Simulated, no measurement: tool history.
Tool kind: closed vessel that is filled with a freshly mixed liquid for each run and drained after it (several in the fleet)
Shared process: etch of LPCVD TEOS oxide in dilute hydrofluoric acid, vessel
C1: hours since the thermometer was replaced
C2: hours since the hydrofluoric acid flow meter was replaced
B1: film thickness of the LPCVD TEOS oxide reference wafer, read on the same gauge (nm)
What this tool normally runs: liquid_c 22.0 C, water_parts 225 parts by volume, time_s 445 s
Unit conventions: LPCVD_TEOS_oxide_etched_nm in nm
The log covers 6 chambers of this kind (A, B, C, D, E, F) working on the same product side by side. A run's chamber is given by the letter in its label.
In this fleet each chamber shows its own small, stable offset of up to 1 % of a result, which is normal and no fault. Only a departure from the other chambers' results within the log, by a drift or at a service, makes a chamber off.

{"run": "1E", "hour": 6.3, "liquid_c": 22.0, "water_parts": 225, "time_s": 445, "C1": 106.6, "C2": 1725.2, "B1": 90.007, "LPCVD_TEOS_oxide_etched_nm": 27.063}
{"run": "2A", "hour": 12.8, "liquid_c": 22.0, "water_parts": 225, "time_s": 445, "C1": 376.1, "C2": 585.7, "B1": 90.015, "LPCVD_TEOS_oxide_etched_nm": 27.075}
{"run": "3B", "hour": 20.9, "liquid_c": 22.0, "water_parts": 225, "time_s": 445, "C1": 933.3, "C2": 557.1, "B1": 89.982, "LPCVD_TEOS_oxide_etched_nm": 26.794}
{"run": "4F", "hour": 29.3, "liquid_c": 22.0, "water_parts": 225, "time_s": 445, "C1": 2112.8, "C2": 499.7, "B1": 89.993, "LPCVD_TEOS_oxide_etched_nm": 26.853}
{"run": "5C", "hour": 33.8, "liquid_c": 22.0, "water_parts": 225, "time_s": 445, "C1": 244.0, "C2": 431.8, "B1": 90.0, "LPCVD_TEOS_oxide_etched_nm": 26.772}
{"run": "6D", "hour": 39.8, "liquid_c": 22.0, "water_parts": 225, "time_s": 445, "C1": 1192.8, "C2": 328.1, "B1": 89.995, "LPCVD_TEOS_oxide_etched_nm": 27.01}
{"run": "7C", "hour": 43.8, "liquid_c": 22.0, "water_parts": 225, "time_s": 445, "C1": 254.0, "C2": 441.8, "B1": 89.987, "LPCVD_TEOS_oxide_etched_nm": 26.657}
{"run": "8B", "hour": 50.8, "liquid_c": 17.5, "water_parts": 225, "time_s": 355, "C1": 963.2, "C2": 587.0, "B1": 90.003, "LPCVD_TEOS_oxide_etched_nm": 18.121}
{"run": "9F", "hour": 55.8, "liquid_c": 17.5, "water_parts": 225, "time_s": 355, "C1": 2139.3, "C2": 526.2, "B1": 90.005, "LPCVD_TEOS_oxide_etched_nm": 18.029}
{"run": "10D", "hour": 64.0, "liquid_c": 17.5, "water_parts": 225, "time_s": 355, "C1": 1217.0, "C2": 352.3, "B1": 90.01, "LPCVD_TEOS_oxide_etched_nm": 18.278}
{"run": "11E", "hour": 71.3, "liquid_c": 17.5, "water_parts": 225, "time_s": 355, "C1": 171.6, "C2": 1790.2, "B1": 89.996, "LPCVD_TEOS_oxide_etched_nm": 18.09}
{"run": "12A", "hour": 77.9, "liquid_c": 17.5, "water_parts": 225, "time_s": 355, "C1": 441.2, "C2": 650.8, "B1": 89.989, "LPCVD_TEOS_oxide_etched_nm": 18.163}
{"run": "13E", "hour": 81.9, "liquid_c": 17.5, "water_parts": 225, "time_s": 355, "C1": 182.2, "C2": 1800.8, "B1": 90.006, "LPCVD_TEOS_oxide_etched_nm": 18.195}
{"run": "14F", "hour": 86.8, "liquid_c": 18.5, "water_parts": 225, "time_s": 300, "C1": 2170.3, "C2": 557.2, "B1": 90.01, "LPCVD_TEOS_oxide_etched_nm": 15.777}
{"run": "15A", "hour": 94.9, "liquid_c": 18.5, "water_parts": 225, "time_s": 300, "C1": 458.2, "C2": 667.8, "B1": 90.022, "LPCVD_TEOS_oxide_etched_nm": 15.862}
{"run": "16B", "hour": 103.1, "liquid_c": 18.5, "water_parts": 225, "time_s": 300, "C1": 1015.5, "C2": 639.3, "B1": 90.0, "LPCVD_TEOS_oxide_etched_nm": 16.096}
{"run": "17C", "hour": 108.6, "liquid_c": 18.5, "water_parts": 225, "time_s": 300, "C1": 318.8, "C2": 506.6, "B1": 90.012, "LPCVD_TEOS_oxide_etched_nm": 15.657}
{"run": "18D", "hour": 116.6, "liquid_c": 18.5, "water_parts": 225, "time_s": 300, "C1": 1269.6, "C2": 404.9, "B1": 89.977, "LPCVD_TEOS_oxide_etched_nm": 16.005}
{"run": "19F", "hour": 124.7, "liquid_c": 18.5, "water_parts": 225, "time_s": 300, "C1": 2208.2, "C2": 595.1, "B1": 89.987, "LPCVD_TEOS_oxide_etched_nm": 15.768}
{"run": "20E", "hour": 128.7, "liquid_c": 19.5, "water_parts": 225, "time_s": 675, "C1": 229.0, "C2": 1847.6, "B1": 90.003, "LPCVD_TEOS_oxide_etched_nm": 37.205}
{"run": "21A", "hour": 135.8, "liquid_c": 19.5, "water_parts": 225, "time_s": 675, "C1": 499.1, "C2": 708.7, "B1": 90.01, "LPCVD_TEOS_oxide_etched_nm": 37.31}
{"run": "22B", "hour": 140.0, "liquid_c": 19.5, "water_parts": 225, "time_s": 675, "C1": 1052.4, "C2": 676.2, "B1": 89.981, "LPCVD_TEOS_oxide_etched_nm": 38.545}
{"hour": 141.3, "done": "chamber F: thermometer replaced"}
{"run": "23D", "hour": 145.9, "liquid_c": 19.5, "water_parts": 225, "time_s": 675, "C1": 1298.9, "C2": 434.2, "B1": 90.009, "LPCVD_TEOS_oxide_etched_nm": 37.583}
{"run": "24C", "hour": 154.5, "liquid_c": 19.5, "water_parts": 225, "time_s": 675, "C1": 364.7, "C2": 552.5, "B1": 90.01, "LPCVD_TEOS_oxide_etched_nm": 36.928}
{"run": "25A", "hour": 162.8, "liquid_c": 19.5, "water_parts": 225, "time_s": 675, "C1": 526.1, "C2": 735.7, "B1": 89.982, "LPCVD_TEOS_oxide_etched_nm": 37.563}
{"run": "26D", "hour": 171.1, "liquid_c": 22.0, "water_parts": 180, "time_s": 315, "C1": 1324.1, "C2": 459.4, "B1": 90.009, "LPCVD_TEOS_oxide_etched_nm": 25.255}
{"run": "27E", "hour": 178.1, "liquid_c": 22.0, "water_parts": 180, "time_s": 315, "C1": 278.4, "C2": 1897.0, "B1": 90.002, "LPCVD_TEOS_oxide_etched_nm": 25.179}
{"run": "28F", "hour": 186.4, "liquid_c": 22.0, "water_parts": 180, "time_s": 315, "C1": 45.2, "C2": 656.8, "B1": 90.0, "LPCVD_TEOS_oxide_etched_nm": 25.063}
{"run": "29B", "hour": 192.6, "liquid_c": 22.0, "water_parts": 180, "time_s": 315, "C1": 1105.0, "C2": 728.8, "B1": 89.995, "LPCVD_TEOS_oxide_etched_nm": 25.977}
{"run": "30C", "hour": 198.3, "liquid_c": 22.0, "water_parts": 180, "time_s": 315, "C1": 408.5, "C2": 596.3, "B1": 89.993, "LPCVD_TEOS_oxide_etched_nm": 24.599}
{"run": "31E", "hour": 202.9, "liquid_c": 22.0, "water_parts": 180, "time_s": 315, "C1": 303.2, "C2": 1921.8, "B1": 89.995, "LPCVD_TEOS_oxide_etched_nm": 24.84}
{"run": "32F", "hour": 207.6, "liquid_c": 22.0, "water_parts": 260, "time_s": 445, "C1": 66.4, "C2": 678.0, "B1": 89.983, "LPCVD_TEOS_oxide_etched_nm": 22.147}
{"run": "33B", "hour": 211.9, "liquid_c": 22.0, "water_parts": 260, "time_s": 445, "C1": 1124.3, "C2": 748.1, "B1": 90.001, "LPCVD_TEOS_oxide_etched_nm": 23.663}
{"run": "34C", "hour": 215.8, "liquid_c": 22.0, "water_parts": 260, "time_s": 445, "C1": 426.0, "C2": 613.8, "B1": 89.995, "LPCVD_TEOS_oxide_etched_nm": 22.317}
{"run": "35D", "hour": 221.0, "liquid_c": 22.0, "water_parts": 260, "time_s": 445, "C1": 1374.0, "C2": 509.3, "B1": 90.025, "LPCVD_TEOS_oxide_etched_nm": 22.653}
{"run": "36A", "hour": 228.7, "liquid_c": 22.0, "water_parts": 260, "time_s": 445, "C1": 592.0, "C2": 801.6, "B1": 90.005, "LPCVD_TEOS_oxide_etched_nm": 22.582}
{"run": "37F", "hour": 236.9, "liquid_c": 22.0, "water_parts": 260, "time_s": 445, "C1": 95.7, "C2": 707.3, "B1": 90.0, "LPCVD_TEOS_oxide_etched_nm": 22.22}

Has any chamber moved away from the others, gradually or after a service, or does the common gauge drift, or do the chambers differ only by their own small steady offsets? State the chamber and the most likely cause if one applies.

Chamber B drifts away from the others.
Cause: liquid hotter than its thermometer reads (K) = 1.72.
With only this log, it may be confused with: hydrofluoric acid flow above the setpoint (%).

Below are 4 candidate recipes for chamber B's next run, each the usual settings with a change, their results shown as question marks. Which of them brings B's results back in line with what the other chambers give on the usual settings?
To be in line, a result may differ from the other chambers' mean on the usual settings by at most: LPCVD_TEOS_oxide_etched_nm 0.410 nm
{"run": "38B-1", "hour": 243.3, "liquid_c": 22.0, "water_parts": 230, "time_s": 445, "LPCVD_TEOS_oxide_etched_nm": "?"}
{"run": "38B-2", "hour": 243.3, "liquid_c": 22.0, "water_parts": 220, "time_s": 445, "LPCVD_TEOS_oxide_etched_nm": "?"}
{"run": "38B-3", "hour": 243.3, "liquid_c": 20.5, "water_parts": 225, "time_s": 445, "LPCVD_TEOS_oxide_etched_nm": "?"}
{"run": "38B-4", "hour": 243.3, "liquid_c": 22.0, "water_parts": 220, "time_s": 460, "LPCVD_TEOS_oxide_etched_nm": "?"}

Mean of the other chambers on the usual settings: LPCVD_TEOS_oxide_etched_nm 26.890 nm
run=38B-1 LPCVD_TEOS_oxide_etched_nm=27.761
run=38B-2 LPCVD_TEOS_oxide_etched_nm=29.307
run=38B-3 LPCVD_TEOS_oxide_etched_nm=27.005
run=38B-4 LPCVD_TEOS_oxide_etched_nm=30.295
The right change is 38B-3: it brings the chamber back within the allowed miss of the others.
